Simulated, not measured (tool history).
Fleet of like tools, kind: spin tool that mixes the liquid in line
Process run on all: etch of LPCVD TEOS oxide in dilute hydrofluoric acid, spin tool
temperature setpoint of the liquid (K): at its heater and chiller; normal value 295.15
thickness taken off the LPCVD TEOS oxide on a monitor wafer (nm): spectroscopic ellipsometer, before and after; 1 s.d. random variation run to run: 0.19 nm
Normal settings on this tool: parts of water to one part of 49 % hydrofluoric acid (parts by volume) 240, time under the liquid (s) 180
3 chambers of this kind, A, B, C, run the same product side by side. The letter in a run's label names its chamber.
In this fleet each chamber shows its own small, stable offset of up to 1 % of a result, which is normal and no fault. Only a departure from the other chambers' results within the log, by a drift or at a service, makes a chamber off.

run    day  temperature setpoint of the liquid (K)  parts of water to one part of 49 % hydrofluoric acid (parts by volume)  time under the liquid (s)  read-back film thickness of the LPCVD TEOS oxide reference wafer, read on the same gauge (nm)  thickness taken off the LPCVD TEOS oxide on a monitor wafer (nm)
 1A  0.171                                  295.15                                                                     240                        180                                                                                         99.987                                                            21.243
 2B  0.412                                  295.15                                                                     240                        180                                                                                         99.969                                                            21.125
 3C  0.704                                  295.15                                                                     240                        180                                                                                            100                                                            21.316
 4C  0.896                                  295.15                                                                     240                        180                                                                                         99.994                                                            21.556
 5B  1.179                                  295.15                                                                     240                        180                                                                                          99.97                                                            21.031
 6A   1.35                                  295.15                                                                     240                        180                                                                                         99.982                                                            20.864
 7A  1.492                                  295.15                                                                     240                        180                                                                                         99.992                                                            20.636
 8C  1.758                                  295.15                                                                     240                        180                                                                                            100                                                            21.197
 9B    1.9                                  295.15                                                                     240                        180                                                                                         100.01                                                            21.265
10C    2.1                                  295.15                                                                     240                        180                                                                                         99.976                                                             21.16
11B  2.262                                  295.15                                                                     135                        180                                                                                         100.02                                                            42.329
12A  2.438                                  295.15                                                                     135                        180                                                                                         100.02                                                            42.002
13B  2.625                                  295.15                                                                     135                        180                                                                                         99.972                                                            41.549
14A  2.846                                  290.65                                                                     240                        180                                                                                         99.994                                                             17.76
15C  3.079                                  290.65                                                                     240                        180                                                                                         100.03                                                            18.068
16B  3.262                                  290.65                                                                     240                        180                                                                                         100.01                                                            17.494
17A  3.442                                  295.15                                                                     240                        180                                                                                         100.02                                                            20.911
18C  3.696                                  295.15                                                                     240                        180                                                                                         99.969                                                            21.258
19B  3.862                                  297.15                                                                     240                        180                                                                                         100.01                                                             21.71
20C  4.125                                  297.15                                                                     240                        180                                                                                         100.02                                                             23.03
21A  4.342                                  297.15                                                                     240                        180                                                                                         99.969                                                            22.633
22B  4.604                                  295.15                                                                     240                        215                                                                                         100.01                                                            24.101
23C  4.846                                  295.15                                                                     240                        215                                                                                         100.01                                                            25.184
24A  5.029                                  295.15                                                                     240                        215                                                                                         99.996                                                             24.84
25A  5.296                                  295.15                                                                     240                        180                                                                                         99.991                                                            20.781
26C  5.479                                  295.15                                                                     240                        180                                                                                         99.987                                                             21.22
     5.521  -- chamber C: hydrofluoric acid flow meter replaced
27B  5.712                                  295.15                                                                     240                        180                                                                                         100.01                                                            19.613
28B  5.971                                  295.15                                                                     240                        180                                                                                         100.02                                                             19.51
29C  6.104                                  295.15                                                                     240                        180                                                                                            100                                                            21.402

All 3 chambers run these settings next. Forecast each chamber's results:
30A  6.317                                  295.15                                                                     240                        180                                                                                                                                                                ?
30B  6.317                                  295.15                                                                     240                        180                                                                                                                                                                ?
30C  6.317                                  295.15                                                                     240                        180                                                                                                                                                                ?

run  thickness taken off the LPCVD TEOS oxide on a monitor wafer (nm)
30A                                                            20.862
30B                                                            19.321
30C                                                            21.256
